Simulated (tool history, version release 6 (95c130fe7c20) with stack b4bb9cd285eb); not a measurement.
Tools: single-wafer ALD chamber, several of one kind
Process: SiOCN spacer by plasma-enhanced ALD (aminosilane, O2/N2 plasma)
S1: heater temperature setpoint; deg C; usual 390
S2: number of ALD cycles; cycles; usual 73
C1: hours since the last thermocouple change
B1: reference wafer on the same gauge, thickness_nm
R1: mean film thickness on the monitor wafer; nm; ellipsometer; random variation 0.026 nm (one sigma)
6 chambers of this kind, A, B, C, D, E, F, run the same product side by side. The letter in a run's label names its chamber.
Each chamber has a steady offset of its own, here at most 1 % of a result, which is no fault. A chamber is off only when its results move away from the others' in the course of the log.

| run | hour | S1 | S2 | C1 | B1 | R1 |
|---|---|---|---|---|---|---|
| 1A | 8.6 | 390 | 73 | 746.1 | 4.9351 | 4.3734 |
| 2B | 14.5 | 390 | 73 | 307.6 | 4.9421 | 4.4470 |
| 3D | 24.5 | 390 | 73 | 495.6 | 4.9364 | 4.4481 |
| 4F | 33.0 | 390 | 73 | 2592.5 | 4.9400 | 4.4199 |
| 5C | 44.4 | 380 | 73 | 460.6 | 4.9401 | 4.4262 |
| 6E | 52.3 | 380 | 73 | 1511.7 | 4.9390 | 4.3998 |
| 7B | 61.1 | 380 | 73 | 354.2 | 4.9394 | 4.4333 |
| 8F | 70.7 | 380 | 73 | 2630.2 | 4.9347 | 4.4513 |
| 9D | 80.0 | 380 | 73 | 551.1 | 4.9372 | 4.3926 |
| 10E | 88.1 | 380 | 73 | 1547.5 | 4.9441 | 4.4526 |
| 11A | 96.2 | 390 | 73 | 833.7 | 4.9425 | 4.3659 |
| 12C | 107.7 | 390 | 73 | 523.9 | 4.9430 | 4.4468 |
| 13A | 115.9 | 390 | 73 | 853.4 | 4.9416 | 4.3713 |
| 14E | 126.2 | 390 | 67 | 1585.6 | 4.9430 | 4.0061 |
| 15B | 135.6 | 390 | 67 | 428.7 | 4.9387 | 4.0589 |
| 16D | 146.1 | 390 | 67 | 617.2 | 4.9393 | 3.9955 |
| 17C | 152.7 | 390 | 67 | 568.9 | 4.9418 | 4.0468 |
| 18F | 160.6 | 390 | 67 | 2720.1 | 4.9410 | 4.0690 |
| 19A | 171.1 | 390 | 67 | 908.6 | 4.9447 | 4.0072 |
| 20E | 179.3 | 390 | 73 | 1638.7 | 4.9415 | 4.4275 |
| 21D | 190.1 | 390 | 73 | 661.2 | 4.9399 | 4.3887 |
| 22B | 197.3 | 390 | 73 | 490.4 | 4.9357 | 4.4038 |
| 23F | 207.6 | 390 | 73 | 2767.1 | 4.9364 | 4.4092 |
| 24C | 219.1 | 390 | 73 | 635.3 | 4.9338 | 4.4574 |
| 25F | 230.1 | 390 | 73 | 2789.6 | 4.9312 | 4.4330 |
| 26B | 235.3 | 390 | 73 | 528.4 | 4.9359 | 4.4593 |
| 27D | 242.8 | 390 | 73 | 713.9 | 4.9472 | 4.3518 |
| 28E | 252.6 | 390 | 73 | 1712.0 | 4.9396 | 4.4145 |
| 29C | 260.8 | 390 | 73 | 677.0 | 4.9424 | 4.4652 |
| 30A | 270.0 | 390 | 73 | 1007.5 | 4.9359 | 4.3532 |
| 31D | 280.4 | 390 | 73 | 751.5 | 4.9469 | 4.3849 |
| 32F | 286.4 | 390 | 64 | 2845.9 | 4.9425 | 3.8663 |
| 33C | 296.2 | 390 | 64 | 712.4 | 4.9369 | 3.8465 |
| 34E | 305.9 | 390 | 64 | 1765.3 | 4.9387 | 3.9202 |
| 35B | 314.4 | 390 | 64 | 607.5 | 4.9366 | 3.8552 |
| 36A | 322.8 | 390 | 64 | 1060.3 | 4.9373 | 3.8062 |
| 37C | 332.7 | 390 | 64 | 748.9 | 4.9373 | 3.8795 |
| 38F | 343.6 | 380 | 73 | 2903.1 | 4.9364 | 4.3702 |
| 39A | 349.0 | 380 | 73 | 1086.5 | 4.9380 | 4.3802 |

Is one chamber off against the others, does the gauge drift, or is nothing wrong? If a chamber is off, say which, and what the likeliest cause is.

No chamber stands off beyond its own small offset, and the gauge holds steady.
